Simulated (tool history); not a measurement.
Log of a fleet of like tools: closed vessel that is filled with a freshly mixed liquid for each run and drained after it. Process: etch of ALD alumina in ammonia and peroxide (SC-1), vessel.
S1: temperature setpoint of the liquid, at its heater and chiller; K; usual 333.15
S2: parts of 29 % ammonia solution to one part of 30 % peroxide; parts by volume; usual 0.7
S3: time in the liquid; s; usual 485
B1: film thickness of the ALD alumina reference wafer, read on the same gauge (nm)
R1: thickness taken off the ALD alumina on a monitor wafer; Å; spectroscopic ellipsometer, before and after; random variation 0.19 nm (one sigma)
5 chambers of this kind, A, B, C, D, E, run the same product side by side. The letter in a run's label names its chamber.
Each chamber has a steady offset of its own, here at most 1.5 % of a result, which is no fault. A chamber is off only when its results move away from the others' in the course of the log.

| run | hour | S1 | S2 | S3 | B1 | R1 |
|---|---|---|---|---|---|---|
| 1D | 6.2 | 333.15 | 0.7 | 485 | 60.007 | 389.51 |
| 2E | 9.6 | 333.15 | 0.7 | 485 | 60.026 | 394.48 |
| 3B | 13.5 | 333.15 | 0.7 | 485 | 60.027 | 396.87 |
| 4C | 16.7 | 333.15 | 0.7 | 485 | 60.019 | 396.04 |
| 5A | 20.2 | 333.15 | 0.7 | 485 | 60.024 | 398.04 |
| 6A | 24.1 | 333.15 | 0.7 | 485 | 60.011 | 396.16 |
| 7B | 29.3 | 333.15 | 0.7 | 485 | 59.993 | 399.59 |
| 8D | 35.4 | 333.15 | 0.7 | 485 | 59.982 | 391.08 |
| 9E | 38.7 | 333.15 | 0.7 | 485 | 60.023 | 396.79 |
|  | 39.4 | chamber A: ammonia flow meter replaced |
| 10C | 42.8 | 333.15 | 0.7 | 485 | 60 | 396.44 |
| 11A | 46.6 | 333.15 | 0.7 | 485 | 60.009 | 395.85 |
| 12D | 51.5 | 333.15 | 0.7 | 485 | 59.981 | 390.89 |
|  | 53.4 | chamber A: new drum of ammonia solution connected |
| 13E | 57.4 | 333.15 | 0.7 | 485 | 59.979 | 396.37 |
| 14C | 63.4 | 333.15 | 0.7 | 485 | 59.979 | 394.62 |
| 15B | 66.4 | 333.15 | 0.7 | 485 | 60.001 | 401.59 |
| 16B | 70.4 | 330.15 | 0.7 | 705 | 60.028 | 491.99 |
| 17D | 75.1 | 330.15 | 0.7 | 705 | 59.967 | 487.36 |
| 18C | 80.4 | 330.15 | 0.7 | 705 | 59.977 | 490.31 |
| 19E | 86.1 | 330.15 | 0.7 | 705 | 60.025 | 492.49 |
| 20A | 89.2 | 330.15 | 0.7 | 705 | 60.025 | 497.68 |
| 21B | 95.5 | 333.15 | 0.7 | 485 | 60.012 | 397.64 |
| 22C | 101.8 | 333.15 | 0.7 | 485 | 60.015 | 398.42 |
|  | 105.7 | chamber C: new drum of ammonia solution connected |
| 23D | 106.8 | 333.15 | 0.7 | 485 | 59.997 | 392.02 |
| 24A | 113.1 | 333.15 | 0.7 | 240 | 59.99 | 198.5 |
|  | 114 | chamber E: thermometer replaced |
| 25E | 118.1 | 333.15 | 0.7 | 240 | 59.98 | 195.95 |
| 26B | 123.2 | 333.15 | 0.7 | 240 | 59.977 | 196.47 |
| 27E | 127 | 333.15 | 0.7 | 240 | 60.021 | 194.43 |
| 28A | 132.1 | 333.15 | 0.7 | 240 | 60.041 | 199.46 |
| 29D | 137.7 | 333.15 | 0.7 | 485 | 59.974 | 394.3 |
| 30C | 140.7 | 333.15 | 0.7 | 485 | 59.982 | 398.64 |
| 31B | 144.7 | 333.15 | 0.7 | 485 | 60.005 | 400.69 |
| 32A | 149.9 | 333.15 | 0.7 | 485 | 60.008 | 410.8 |

What goes on in this fleet: one chamber off, a drifting gauge, or nothing beyond the chambers' own small offsets? Name the chamber and the cause, if any.

Chamber A drifts away from the others.
Cause: liquid hotter than its thermometer reads (K) = 0.667.

Here are 4 candidates for chamber A's next run, each the usual settings with a change, their results left as question marks. Which one brings its results back in line with what the others give on the usual settings?
In line means no further than this from the other chambers' mean on the usual settings: R1 6.6 Å
| 33A-1 | 154.5 | 333.15 | 0.7 | 500 |  | ? |
| 33A-2 | 154.5 | 333.15 | 0.7 | 520 |  | ? |
| 33A-3 | 154.5 | 332.65 | 0.7 | 465 |  | ? |
| 33A-4 | 154.5 | 333.15 | 0.5 | 485 |  | ? |

The other chambers' mean on the usual settings: R1 395.42 Å
| run | R1 |
|---|---|
| 33A-1 | 421.38 |
| 33A-2 | 438.23 |
| 33A-3 | 381.98 |
| 33A-4 | 395.8 |
33A-4 brings the chamber back in line.
